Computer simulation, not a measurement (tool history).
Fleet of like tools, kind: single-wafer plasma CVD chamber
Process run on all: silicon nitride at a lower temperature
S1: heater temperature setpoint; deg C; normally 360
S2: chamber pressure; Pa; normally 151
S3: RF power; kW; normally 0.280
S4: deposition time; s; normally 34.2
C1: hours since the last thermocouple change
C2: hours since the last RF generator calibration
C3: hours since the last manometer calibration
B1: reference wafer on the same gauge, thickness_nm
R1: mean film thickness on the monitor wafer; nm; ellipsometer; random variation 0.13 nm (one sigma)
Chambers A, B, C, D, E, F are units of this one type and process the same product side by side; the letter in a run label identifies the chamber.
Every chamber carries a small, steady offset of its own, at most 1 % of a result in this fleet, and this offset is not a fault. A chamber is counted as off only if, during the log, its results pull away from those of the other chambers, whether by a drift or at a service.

| run | hour | S1 | S2 | S3 | S4 | C1 | C2 | C3 | B1 | R1 |
|---|---|---|---|---|---|---|---|---|---|---|
| 1F | 15.4 | 360 | 151 | 0.280 | 34.2 | 26.6 | 828.4 | 475.4 | 38.813 | 34.656 |
| 2C | 27.5 | 360 | 151 | 0.280 | 34.2 | 393.1 | 1269.7 | 2194.9 | 38.779 | 34.916 |
| 3A | 35.8 | 360 | 151 | 0.280 | 34.2 | 1153.8 | 451.5 | 2798.7 | 38.827 | 34.618 |
| 4B | 47.7 | 360 | 151 | 0.280 | 34.2 | 54.6 | 1313.8 | 530.0 | 38.809 | 34.692 |
| 5D | 62.5 | 360 | 151 | 0.280 | 34.2 | 1174.9 | 347.1 | 934.3 | 38.753 | 34.123 |
| 6E | 74.2 | 360 | 151 | 0.280 | 34.2 | 1667.3 | 1446.1 | 788.4 | 38.812 | 34.659 |
| 7A | 82.3 | 360 | 151 | 0.280 | 34.2 | 1200.3 | 498.0 | 2845.2 | 38.786 | 34.783 |
| 8D | 94.2 | 360 | 151 | 0.280 | 34.2 | 1206.6 | 378.8 | 966.0 | 38.798 | 34.184 |
|  | 102.8 | chamber A: capacitance manometer re-zeroed and calibrated |
| 9C | 105.3 | 360 | 151 | 0.280 | 34.2 | 470.9 | 1347.5 | 2272.7 | 38.808 | 34.536 |
| 10F | 113.6 | 360 | 151 | 0.280 | 34.2 | 124.8 | 926.6 | 573.6 | 38.811 | 34.499 |
| 11B | 126.1 | 360 | 151 | 0.280 | 34.2 | 133.0 | 1392.2 | 608.4 | 38.790 | 34.857 |
| 12E | 139.0 | 360 | 151 | 0.280 | 34.2 | 1732.1 | 1510.9 | 853.2 | 38.809 | 34.595 |
|  | 147.9 | chamber C: capacitance manometer re-zeroed and calibrated |
| 13D | 151.9 | 360 | 151 | 0.280 | 34.2 | 1264.3 | 436.5 | 1023.7 | 38.781 | 34.203 |
| 14C | 163.0 | 360 | 151 | 0.310 | 31.2 | 528.6 | 1405.2 | 15.2 | 38.829 | 34.203 |
| 15A | 174.0 | 360 | 151 | 0.310 | 31.2 | 1292.0 | 589.7 | 71.2 | 38.817 | 33.697 |
| 16F | 189.1 | 360 | 151 | 0.310 | 31.2 | 200.3 | 1002.1 | 649.1 | 38.806 | 33.458 |
| 17B | 202.8 | 360 | 151 | 0.310 | 31.2 | 209.7 | 1468.9 | 685.1 | 38.803 | 33.789 |
| 18E | 217.9 | 360 | 151 | 0.310 | 31.2 | 1811.0 | 1589.8 | 932.1 | 38.785 | 33.842 |
| 19D | 227.2 | 360 | 151 | 0.310 | 31.2 | 1339.6 | 511.8 | 1099.0 | 38.770 | 33.307 |
| 20C | 241.7 | 360 | 151 | 0.280 | 34.2 | 607.3 | 1483.9 | 93.9 | 38.764 | 34.710 |
| 21A | 253.4 | 360 | 151 | 0.280 | 34.2 | 1371.4 | 669.1 | 150.6 | 38.792 | 34.322 |
| 22B | 263.6 | 360 | 151 | 0.280 | 34.2 | 270.5 | 1529.7 | 745.9 | 38.808 | 34.460 |
| 23E | 273.6 | 360 | 151 | 0.280 | 34.2 | 1866.7 | 1645.5 | 987.8 | 38.792 | 34.351 |
| 24F | 286.2 | 360 | 151 | 0.280 | 34.2 | 297.4 | 1099.2 | 746.2 | 38.808 | 34.488 |
| 25D | 299.1 | 360 | 151 | 0.280 | 34.2 | 1411.5 | 583.7 | 1170.9 | 38.843 | 34.222 |
| 26B | 309.1 | 360 | 129 | 0.280 | 34.2 | 316.0 | 1575.2 | 791.4 | 38.828 | 32.574 |
| 27C | 324.2 | 360 | 129 | 0.280 | 34.2 | 689.8 | 1566.4 | 176.4 | 38.830 | 33.265 |
| 28F | 339.6 | 360 | 129 | 0.280 | 34.2 | 350.8 | 1152.6 | 799.6 | 38.818 | 32.778 |
| 29E | 347.7 | 360 | 129 | 0.280 | 34.2 | 1940.8 | 1719.6 | 1061.9 | 38.795 | 32.991 |
| 30A | 359.5 | 360 | 129 | 0.280 | 34.2 | 1477.5 | 775.2 | 256.7 | 38.809 | 32.872 |
| 31B | 367.5 | 360 | 129 | 0.280 | 34.2 | 374.4 | 1633.6 | 849.8 | 38.765 | 32.452 |
| 32D | 375.0 | 360 | 151 | 0.280 | 34.2 | 1487.4 | 659.6 | 1246.8 | 38.816 | 34.176 |
| 33F | 382.6 | 360 | 151 | 0.280 | 34.2 | 393.8 | 1195.6 | 842.6 | 38.806 | 34.564 |
| 34A | 393.8 | 360 | 151 | 0.280 | 34.2 | 1511.8 | 809.5 | 291.0 | 38.780 | 34.334 |
| 35C | 402.3 | 360 | 127 | 0.280 | 34.2 | 767.9 | 1644.5 | 254.5 | 38.847 | 32.959 |
| 36E | 414.8 | 360 | 127 | 0.280 | 34.2 | 2007.9 | 1786.7 | 1129.0 | 38.796 | 32.653 |
| 37B | 427.2 | 360 | 127 | 0.280 | 34.2 | 434.1 | 1693.3 | 909.5 | 38.777 | 31.649 |
|  | 427.8 | chamber E: RF generator calibrated |
| 38E | 440.6 | 360 | 127 | 0.280 | 34.2 | 2033.7 | 12.9 | 1154.8 | 38.841 | 32.640 |
| 39C | 449.7 | 360 | 127 | 0.280 | 34.2 | 815.3 | 1691.9 | 301.9 | 38.803 | 32.711 |
| 40D | 459.6 | 360 | 127 | 0.280 | 34.2 | 1572.0 | 744.2 | 1331.4 | 38.802 | 32.329 |
| 41F | 469.4 | 360 | 151 | 0.280 | 29.1 | 480.6 | 1282.4 | 929.4 | 38.792 | 29.347 |

Has any chamber moved away from the others, gradually or after a service, or does the common gauge drift, or do the chambers differ only by their own small steady offsets? State the chamber and the most likely cause if one applies.

One chamber, B, drifts off from the rest bit by bit.
Most likely cause: delivered RF power below the setpoint (%) = 5.99.

Which of the 4 candidates below, each the usual settings with something changed and its results left as question marks, puts chamber B back in line with what the other chambers give on the usual settings?
In line means no further than this from the other chambers' mean on the usual settings: R1 0.440 nm
| 42B-1 | 480.8 | 360 | 151 | 0.295 | 34.2 |  |  |  |  | ? |
| 42B-2 | 480.8 | 360 | 152 | 0.285 | 34.2 |  |  |  |  | ? |
| 42B-3 | 480.8 | 360 | 151 | 0.265 | 34.2 |  |  |  |  | ? |
| 42B-4 | 480.8 | 360 | 151 | 0.280 | 33.8 |  |  |  |  | ? |

Average result of the remaining chambers running the usual settings: R1 34.529 nm
| run | R1 |
|---|---|
| 42B-1 | 34.569 |
| 42B-2 | 33.854 |
| 42B-3 | 32.093 |
| 42B-4 | 32.958 |
42B-1 is the one that brings the chamber's results back in line with the other chambers.

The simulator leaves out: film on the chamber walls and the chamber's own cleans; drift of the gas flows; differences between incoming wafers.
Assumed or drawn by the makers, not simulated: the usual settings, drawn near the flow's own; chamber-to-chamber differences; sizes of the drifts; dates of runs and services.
